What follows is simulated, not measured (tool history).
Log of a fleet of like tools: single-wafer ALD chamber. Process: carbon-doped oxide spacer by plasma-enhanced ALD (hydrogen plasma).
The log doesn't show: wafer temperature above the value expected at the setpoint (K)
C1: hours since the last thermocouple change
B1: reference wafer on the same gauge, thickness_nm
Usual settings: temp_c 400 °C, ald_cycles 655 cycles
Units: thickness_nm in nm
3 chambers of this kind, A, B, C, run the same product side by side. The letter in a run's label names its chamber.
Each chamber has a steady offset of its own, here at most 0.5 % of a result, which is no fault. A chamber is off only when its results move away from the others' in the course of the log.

Run 1C, day 0.404: usual settings; C1 749; B1 31.992. Result: thickness_nm 32.702 nm.
Run 2A, day 0.762: usual settings; C1 296.2; B1 31.987. Result: thickness_nm 32.575 nm.
Run 3B, day 1.083: usual settings; C1 153.5; B1 31.984. Result: thickness_nm 32.774 nm.
Run 4A, day 1.675: usual settings; C1 318.1; B1 31.984. Result: thickness_nm 32.638 nm.
Run 5B, day 2.142: usual settings; C1 178.9; B1 31.967. Result: thickness_nm 32.821 nm.
Run 6C, day 2.617: usual settings; C1 802.1; B1 31.966. Result: thickness_nm 32.653 nm.
Run 7B, day 3.121: usual settings but temp_c 387 °C; C1 202.4; B1 31.957. Result: thickness_nm 32.778 nm.
Run 8C, day 3.404: usual settings but temp_c 387 °C; C1 821; B1 31.951. Result: thickness_nm 32.66 nm.
Run 9A, day 3.867: usual settings but temp_c 387 °C; C1 370.7; B1 31.951. Result: thickness_nm 32.564 nm.
Run 10B, day 4.317: usual settings; C1 231.1; B1 31.948. Result: thickness_nm 32.728 nm.
Run 11A, day 4.875: usual settings; C1 394.9; B1 31.938. Result: thickness_nm 32.48 nm.
Run 12C, day 5.212: usual settings; C1 864.4; B1 31.939. Result: thickness_nm 32.643 nm.
Run 13B, day 5.517: usual settings but temp_c 407 °C, ald_cycles 544 cycles; C1 259.9; B1 31.929. Result: thickness_nm 26.65 nm.
Run 14A, day 5.988: usual settings but temp_c 407 °C, ald_cycles 544 cycles; C1 421.6; B1 31.927. Result: thickness_nm 26.499 nm.
Run 15C, day 6.446: usual settings but temp_c 407 °C, ald_cycles 544 cycles; C1 894; B1 31.912. Result: thickness_nm 26.501 nm.
Run 16C, day 7.046: usual settings; C1 908.4; B1 31.905. Result: thickness_nm 32.571 nm.
Run 17A, day 7.312: usual settings; C1 453.4; B1 31.902. Result: thickness_nm 32.511 nm.
Run 18B, day 7.704: usual settings; C1 312.4; B1 31.894. Result: thickness_nm 32.72 nm.
Run 19B, day 8.167: usual settings; C1 323.5; B1 31.897. Result: thickness_nm 32.714 nm.
Run 20A, day 8.688: usual settings; C1 486.4; B1 31.895. Result: thickness_nm 32.477 nm.
Run 21C, day 9.204: usual settings; C1 960.2; B1 31.874. Result: thickness_nm 32.579 nm.
Run 22C, day 9.521: usual settings; C1 967.8; B1 31.874. Result: thickness_nm 32.608 nm.
Run 23A, day 9.992: usual settings; C1 517.7; B1 31.863. Result: thickness_nm 32.492 nm.
Run 24B, day 10.354: usual settings; C1 376; B1 31.871. Result: thickness_nm 32.685 nm.

Is one chamber off against the others, does the gauge drift, or is nothing wrong? If a chamber is off, say which, and what the likeliest cause is.

The gauge drifts, so all chambers seem to drift together. No chamber is off.
Cause: gauge reads low (%) = 0.441.

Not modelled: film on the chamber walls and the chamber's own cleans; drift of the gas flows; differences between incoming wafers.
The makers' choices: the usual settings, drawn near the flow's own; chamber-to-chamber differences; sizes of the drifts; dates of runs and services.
